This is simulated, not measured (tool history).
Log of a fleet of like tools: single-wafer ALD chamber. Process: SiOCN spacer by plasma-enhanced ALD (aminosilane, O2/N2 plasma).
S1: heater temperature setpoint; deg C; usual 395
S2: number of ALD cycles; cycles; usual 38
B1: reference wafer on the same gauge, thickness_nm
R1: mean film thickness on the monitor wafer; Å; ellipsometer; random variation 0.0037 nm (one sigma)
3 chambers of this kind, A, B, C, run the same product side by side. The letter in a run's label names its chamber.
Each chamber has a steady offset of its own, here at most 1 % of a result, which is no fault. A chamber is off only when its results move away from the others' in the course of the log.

Run 1B, hour 11.4: usual settings; B1 2.7220. Result: R1 23.075 Å.
Run 2A, hour 22.5: usual settings; B1 2.7217. Result: R1 22.760 Å.
Run 3C, hour 31.5: usual settings; B1 2.7213. Result: R1 23.058 Å.
Run 4B, hour 39.0: usual settings; B1 2.7215. Result: R1 23.097 Å.
Run 5A, hour 50.8: usual settings; B1 2.7224. Result: R1 22.726 Å.
Run 6C, hour 57.3: usual settings; B1 2.7249. Result: R1 23.160 Å.
Run 7B, hour 65.4: usual settings; B1 2.7242. Result: R1 23.063 Å.
Run 8A, hour 75.7: usual settings; B1 2.7242. Result: R1 22.781 Å.
Run 9C, hour 83.3: usual settings; B1 2.7254. Result: R1 23.119 Å.
Run 10A, hour 95.2: usual settings; B1 2.7266. Result: R1 22.753 Å.
Run 11B, hour 103.9: usual settings; B1 2.7255. Result: R1 23.048 Å.
Run 12C, hour 109.2: usual settings; B1 2.7268. Result: R1 23.157 Å.
Run 13B, hour 117.0: usual settings; B1 2.7276. Result: R1 23.068 Å.
Run 14C, hour 122.8: usual settings; B1 2.7275. Result: R1 23.143 Å.
Run 15A, hour 134.7: usual settings but S1 404 deg C, S2 31 cycles; B1 2.7277. Result: R1 18.339 Å.
Run 16B, hour 146.6: usual settings but S1 404 deg C, S2 31 cycles; B1 2.7274. Result: R1 18.408 Å.
Run 17C, hour 157.6: usual settings but S1 404 deg C, S2 31 cycles; B1 2.7293. Result: R1 18.776 Å.
Run 18A, hour 166.7: usual settings; B1 2.7306. Result: R1 22.846 Å.
Run 19B, hour 175.8: usual settings; B1 2.7296. Result: R1 23.153 Å.
Run 20A, hour 184.1: usual settings; B1 2.7314. Result: R1 22.852 Å.
Run 21C, hour 195.6: usual settings but S1 400 deg C, S2 45 cycles; B1 2.7312. Result: R1 27.395 Å.
Run 22C, hour 202.5: usual settings but S1 400 deg C, S2 45 cycles; B1 2.7318. Result: R1 27.575 Å.
Run 23B, hour 207.8: usual settings but S1 400 deg C, S2 45 cycles; B1 2.7325. Result: R1 27.137 Å.
Run 24A, hour 216.7: usual settings; B1 2.7335. Result: R1 22.822 Å.
Run 25A, hour 223.2: usual settings but S1 389 deg C, S2 44 cycles; B1 2.7334. Result: R1 26.420 Å.
Run 26B, hour 229.9: usual settings but S1 389 deg C, S2 44 cycles; B1 2.7337. Result: R1 26.823 Å.
Run 27C, hour 237.5: usual settings but S1 389 deg C, S2 44 cycles; B1 2.7331. Result: R1 26.824 Å.
Run 28C, hour 245.0: usual settings; B1 2.7346. Result: R1 23.255 Å.
Run 29B, hour 251.3: usual settings; B1 2.7350. Result: R1 23.187 Å.
Run 30A, hour 256.5: usual settings; B1 2.7350. Result: R1 22.822 Å.
Run 31C, hour 268.3: usual settings; B1 2.7360. Result: R1 23.292 Å.
Run 32B, hour 275.5: usual settings; B1 2.7365. Result: R1 23.173 Å.
Run 33A, hour 286.2: usual settings but S1 401 deg C, S2 33 cycles; B1 2.7364. Result: R1 19.804 Å.
Run 34A, hour 291.6: usual settings but S1 401 deg C, S2 33 cycles; B1 2.7387. Result: R1 19.838 Å.

All 3 chambers run these settings next. Forecast each chamber's results:
Run 35A, hour 300.3: usual settings. Result: R1 ?.
Run 35B, hour 300.3: usual settings. Result: R1 ?.
Run 35C, hour 300.3: usual settings. Result: R1 ?.

run      R1
35A  22.871
35B  23.159
35C  23.230
